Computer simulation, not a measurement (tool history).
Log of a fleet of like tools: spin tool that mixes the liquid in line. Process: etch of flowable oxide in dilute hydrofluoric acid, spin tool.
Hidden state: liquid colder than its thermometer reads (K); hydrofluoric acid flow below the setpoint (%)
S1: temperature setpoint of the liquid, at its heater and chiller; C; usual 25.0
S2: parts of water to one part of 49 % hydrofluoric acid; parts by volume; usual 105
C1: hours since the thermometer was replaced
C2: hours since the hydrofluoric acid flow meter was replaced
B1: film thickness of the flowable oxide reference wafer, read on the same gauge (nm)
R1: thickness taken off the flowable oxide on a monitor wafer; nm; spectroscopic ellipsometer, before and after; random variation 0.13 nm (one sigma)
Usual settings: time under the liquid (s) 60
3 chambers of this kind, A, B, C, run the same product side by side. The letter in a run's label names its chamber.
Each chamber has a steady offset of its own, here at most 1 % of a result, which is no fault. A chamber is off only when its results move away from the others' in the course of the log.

run 1B day=0.333 | S1=25.0 S2=105 time_under_the_liquid_(s)=60 | C1=274.6 C2=1123.4 | B1=90.009 | R1=21.668
run 2A day=0.529 | S1=25.0 S2=105 time_under_the_liquid_(s)=60 | C1=1486.5 C2=677.6 | B1=89.992 | R1=21.538
run 3C day=0.704 | S1=25.0 S2=105 time_under_the_liquid_(s)=60 | C1=424.9 C2=214.8 | B1=90.025 | R1=21.847
run 4B day=1.042 | S1=25.0 S2=105 time_under_the_liquid_(s)=60 | C1=291.6 C2=1140.4 | B1=89.999 | R1=21.500
-- day=1.225 chamber B: hydrofluoric acid flow meter replaced
run 5C day=1.242 | S1=25.0 S2=105 time_under_the_liquid_(s)=60 | C1=437.8 C2=227.7 | B1=90.006 | R1=21.843
run 6A day=1.562 | S1=25.0 S2=105 time_under_the_liquid_(s)=60 | C1=1511.3 C2=702.4 | B1=89.982 | R1=21.626
run 7A day=1.829 | S1=25.0 S2=105 time_under_the_liquid_(s)=60 | C1=1517.7 C2=708.8 | B1=89.990 | R1=21.639
run 8B day=2.058 | S1=25.0 S2=105 time_under_the_liquid_(s)=60 | C1=316.0 C2=20.1 | B1=89.995 | R1=21.908
run 9C day=2.404 | S1=25.0 S2=105 time_under_the_liquid_(s)=60 | C1=465.7 C2=255.6 | B1=89.990 | R1=21.675
run 10B day=2.642 | S1=25.0 S2=105 time_under_the_liquid_(s)=60 | C1=330.0 C2=34.1 | B1=89.990 | R1=21.711
run 11C day=2.962 | S1=25.0 S2=105 time_under_the_liquid_(s)=60 | C1=479.1 C2=269.0 | B1=89.986 | R1=21.764
run 12A day=3.308 | S1=25.0 S2=105 time_under_the_liquid_(s)=60 | C1=1553.2 C2=744.3 | B1=89.998 | R1=21.639
run 13B day=3.575 | S1=25.0 S2=105 time_under_the_liquid_(s)=60 | C1=352.4 C2=56.5 | B1=89.983 | R1=21.667
run 14C day=3.900 | S1=25.0 S2=105 time_under_the_liquid_(s)=60 | C1=501.6 C2=291.5 | B1=89.975 | R1=21.719
run 15A day=4.079 | S1=28.0 S2=105 time_under_the_liquid_(s)=60 | C1=1571.7 C2=762.8 | B1=90.007 | R1=24.438
run 16C day=4.429 | S1=28.0 S2=105 time_under_the_liquid_(s)=60 | C1=514.3 C2=304.2 | B1=90.005 | R1=24.420
run 17A day=4.721 | S1=28.0 S2=105 time_under_the_liquid_(s)=60 | C1=1587.1 C2=778.2 | B1=89.989 | R1=24.483
run 18B day=4.962 | S1=25.0 S2=105 time_under_the_liquid_(s)=60 | C1=385.7 C2=89.8 | B1=90.000 | R1=21.279
run 19C day=5.275 | S1=25.0 S2=105 time_under_the_liquid_(s)=60 | C1=534.6 C2=324.5 | B1=90.006 | R1=22.055
run 20B day=5.575 | S1=25.0 S2=105 time_under_the_liquid_(s)=60 | C1=400.4 C2=104.5 | B1=89.994 | R1=21.139
run 21A day=5.779 | S1=25.0 S2=105 time_under_the_liquid_(s)=60 | C1=1612.5 C2=803.6 | B1=90.010 | R1=21.696
run 22B day=6.112 | S1=25.0 S2=105 time_under_the_liquid_(s)=60 | C1=413.3 C2=117.4 | B1=90.002 | R1=21.133
run 23A day=6.300 | S1=25.0 S2=105 time_under_the_liquid_(s)=60 | C1=1625.0 C2=816.1 | B1=89.997 | R1=21.699
run 24C day=6.629 | S1=25.0 S2=105 time_under_the_liquid_(s)=75 | C1=567.1 C2=357.0 | B1=90.010 | R1=27.060
run 25A day=6.804 | S1=25.0 S2=105 time_under_the_liquid_(s)=75 | C1=1637.1 C2=828.2 | B1=89.991 | R1=27.188
run 26B day=7.129 | S1=25.0 S2=105 time_under_the_liquid_(s)=75 | C1=437.7 C2=141.8 | B1=89.989 | R1=25.793
run 27C day=7.479 | S1=25.0 S2=105 time_under_the_liquid_(s)=60 | C1=587.5 C2=377.4 | B1=89.978 | R1=21.755
run 28B day=7.667 | S1=25.0 S2=105 time_under_the_liquid_(s)=60 | C1=450.6 C2=154.7 | B1=89.990 | R1=20.499
run 29C day=7.929 | S1=25.0 S2=105 time_under_the_liquid_(s)=60 | C1=598.3 C2=388.2 | B1=90.007 | R1=21.790
run 30A day=8.192 | S1=22.5 S2=125 time_under_the_liquid_(s)=60 | C1=1670.4 C2=861.5 | B1=89.969 | R1=16.117
run 31A day=8.375 | S1=22.5 S2=125 time_under_the_liquid_(s)=60 | C1=1674.8 C2=865.9 | B1=89.990 | R1=16.096
run 32B day=8.621 | S1=22.5 S2=125 time_under_the_liquid_(s)=60 | C1=473.5 C2=177.6 | B1=90.000 | R1=15.238
run 33C day=8.975 | S1=25.0 S2=105 time_under_the_liquid_(s)=60 | C1=623.4 C2=413.3 | B1=89.977 | R1=21.760

Is one chamber off against the others, does the gauge drift, or is nothing wrong? If a chamber is off, say which, and what the likeliest cause is.

Chamber B drifts away from the others.
Cause: liquid colder than its thermometer reads (K) = 1.83.
The log may not tell that from: hydrofluoric acid flow below the setpoint (%).

Here are 4 candidates for chamber B's next run, each the usual settings with a change, their results left as question marks. Which one brings its results back in line with what the others give on the usual settings?
In line means no further than this from the other chambers' mean on the usual settings: R1 0.440 nm
run 34B-1 day=9.233 | S1=26.0 S2=105 time_under_the_liquid_(s)=60 | R1=?
run 34B-2 day=9.233 | S1=24.5 S2=110 time_under_the_liquid_(s)=60 | R1=?
run 34B-3 day=9.233 | S1=24.0 S2=105 time_under_the_liquid_(s)=60 | R1=?
run 34B-4 day=9.233 | S1=25.5 S2=100 time_under_the_liquid_(s)=60 | R1=?

The other chambers' mean on the usual settings: R1 21.736 nm
run=34B-1 R1=21.032
run=34B-2 R1=18.801
run=34B-3 R1=19.424
run=34B-4 R1=21.790
34B-4 brings the chamber back in line.
